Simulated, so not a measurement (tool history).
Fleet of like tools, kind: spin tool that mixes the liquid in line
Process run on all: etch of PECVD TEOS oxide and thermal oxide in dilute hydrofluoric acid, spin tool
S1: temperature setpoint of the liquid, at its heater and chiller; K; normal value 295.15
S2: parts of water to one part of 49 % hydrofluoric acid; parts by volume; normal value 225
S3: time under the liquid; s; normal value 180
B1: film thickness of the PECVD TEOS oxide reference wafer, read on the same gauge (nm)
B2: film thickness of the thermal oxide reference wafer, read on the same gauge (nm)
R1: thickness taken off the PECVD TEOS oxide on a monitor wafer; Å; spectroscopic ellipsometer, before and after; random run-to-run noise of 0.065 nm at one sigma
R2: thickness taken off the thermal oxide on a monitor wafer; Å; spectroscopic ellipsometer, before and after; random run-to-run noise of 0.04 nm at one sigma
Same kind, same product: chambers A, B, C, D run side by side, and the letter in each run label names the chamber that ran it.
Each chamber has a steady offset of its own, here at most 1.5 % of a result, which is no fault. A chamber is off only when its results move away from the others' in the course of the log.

{"hour": 2.4, "done": "chamber A: hydrofluoric acid flow meter replaced"}
{"run": "1D", "hour": 5.5, "S1": 295.15, "S2": 225, "S3": 180, "B1": 110.02, "B2": 140.02, "R1": 69.836, "R2": 30.037}
{"run": "2B", "hour": 13.4, "S1": 295.15, "S2": 225, "S3": 180, "B1": 109.98, "B2": 140.0, "R1": 70.577, "R2": 30.746}
{"run": "3C", "hour": 18.2, "S1": 295.15, "S2": 225, "S3": 180, "B1": 109.99, "B2": 139.99, "R1": 71.442, "R2": 30.047}
{"run": "4A", "hour": 23.1, "S1": 295.15, "S2": 225, "S3": 180, "B1": 110.01, "B2": 140.0, "R1": 71.726, "R2": 30.593}
{"run": "5D", "hour": 31.5, "S1": 295.15, "S2": 225, "S3": 180, "B1": 110.01, "B2": 139.98, "R1": 70.91, "R2": 30.766}
{"run": "6A", "hour": 37.5, "S1": 295.15, "S2": 225, "S3": 180, "B1": 110.0, "B2": 139.99, "R1": 70.687, "R2": 31.118}
{"run": "7B", "hour": 45.1, "S1": 295.15, "S2": 225, "S3": 180, "B1": 109.99, "B2": 139.98, "R1": 71.595, "R2": 31.364}
{"run": "8C", "hour": 51.0, "S1": 295.15, "S2": 225, "S3": 180, "B1": 109.98, "B2": 140.01, "R1": 71.746, "R2": 30.431}
{"run": "9D", "hour": 58.6, "S1": 295.15, "S2": 225, "S3": 180, "B1": 109.97, "B2": 139.99, "R1": 70.544, "R2": 31.194}
{"run": "10A", "hour": 65.6, "S1": 295.15, "S2": 225, "S3": 180, "B1": 110.02, "B2": 139.99, "R1": 71.212, "R2": 30.811}
{"run": "11C", "hour": 71.5, "S1": 295.15, "S2": 225, "S3": 180, "B1": 109.96, "B2": 140.0, "R1": 71.321, "R2": 30.478}
{"run": "12B", "hour": 79.2, "S1": 295.15, "S2": 225, "S3": 180, "B1": 110.02, "B2": 140.01, "R1": 70.949, "R2": 30.579}
{"run": "13B", "hour": 86.4, "S1": 295.15, "S2": 225, "S3": 180, "B1": 110.0, "B2": 140.0, "R1": 70.612, "R2": 31.057}
{"run": "14A", "hour": 92.3, "S1": 295.15, "S2": 225, "S3": 180, "B1": 110.03, "B2": 139.97, "R1": 70.501, "R2": 30.926}
{"run": "15D", "hour": 97.3, "S1": 295.15, "S2": 225, "S3": 180, "B1": 110.0, "B2": 140.0, "R1": 71.784, "R2": 30.894}
{"run": "16C", "hour": 106.4, "S1": 295.15, "S2": 225, "S3": 180, "B1": 110.0, "B2": 140.0, "R1": 72.571, "R2": 29.909}
{"run": "17C", "hour": 115.7, "S1": 295.15, "S2": 225, "S3": 180, "B1": 109.99, "B2": 140.02, "R1": 70.647, "R2": 30.434}
{"run": "18D", "hour": 125.3, "S1": 295.15, "S2": 225, "S3": 180, "B1": 110.01, "B2": 140.0, "R1": 70.39, "R2": 30.732}
{"run": "19B", "hour": 134.5, "S1": 295.15, "S2": 225, "S3": 180, "B1": 109.97, "B2": 140.01, "R1": 68.19, "R2": 30.074}
{"run": "20A", "hour": 142.7, "S1": 295.15, "S2": 225, "S3": 180, "B1": 109.99, "B2": 139.99, "R1": 70.944, "R2": 30.789}
{"run": "21D", "hour": 147.1, "S1": 295.15, "S2": 225, "S3": 105, "B1": 110.01, "B2": 140.02, "R1": 41.716, "R2": 17.892}
{"run": "22C", "hour": 156.2, "S1": 295.15, "S2": 225, "S3": 105, "B1": 110.03, "B2": 140.01, "R1": 41.649, "R2": 17.19}
{"run": "23A", "hour": 160.7, "S1": 295.15, "S2": 225, "S3": 105, "B1": 110.02, "B2": 140.01, "R1": 41.678, "R2": 17.504}
{"run": "24B", "hour": 166.8, "S1": 295.15, "S2": 225, "S3": 105, "B1": 110.02, "B2": 139.94, "R1": 38.363, "R2": 16.638}
{"run": "25A", "hour": 173.6, "S1": 293.65, "S2": 225, "S3": 280, "B1": 109.97, "B2": 139.98, "R1": 104.02, "R2": 46.015}
{"run": "26C", "hour": 179.6, "S1": 293.65, "S2": 225, "S3": 280, "B1": 110.01, "B2": 140.0, "R1": 104.55, "R2": 44.589}
{"run": "27B", "hour": 188.0, "S1": 293.65, "S2": 225, "S3": 280, "B1": 110.02, "B2": 140.0, "R1": 94.811, "R2": 41.123}
{"run": "28D", "hour": 194.5, "S1": 293.65, "S2": 225, "S3": 280, "B1": 110.05, "B2": 139.97, "R1": 102.5, "R2": 45.196}
{"run": "29C", "hour": 204.0, "S1": 295.15, "S2": 225, "S3": 180, "B1": 109.96, "B2": 139.99, "R1": 72.298, "R2": 30.406}

Next, all 4 chambers run the settings below, one line each with question marks for the results. What does each chamber give?
{"run": "30A", "hour": 210.9, "S1": 295.15, "S2": 225, "S3": 180, "R1": "?", "R2": "?"}
{"run": "30B", "hour": 210.9, "S1": 295.15, "S2": 225, "S3": 180, "R1": "?", "R2": "?"}
{"run": "30C", "hour": 210.9, "S1": 295.15, "S2": 225, "S3": 180, "R1": "?", "R2": "?"}
{"run": "30D", "hour": 210.9, "S1": 295.15, "S2": 225, "S3": 180, "R1": "?", "R2": "?"}

run=30A R1=71.788 R2=30.711
run=30B R1=62.965 R2=27.316
run=30C R1=71.020 R2=30.900
run=30D R1=70.039 R2=30.277

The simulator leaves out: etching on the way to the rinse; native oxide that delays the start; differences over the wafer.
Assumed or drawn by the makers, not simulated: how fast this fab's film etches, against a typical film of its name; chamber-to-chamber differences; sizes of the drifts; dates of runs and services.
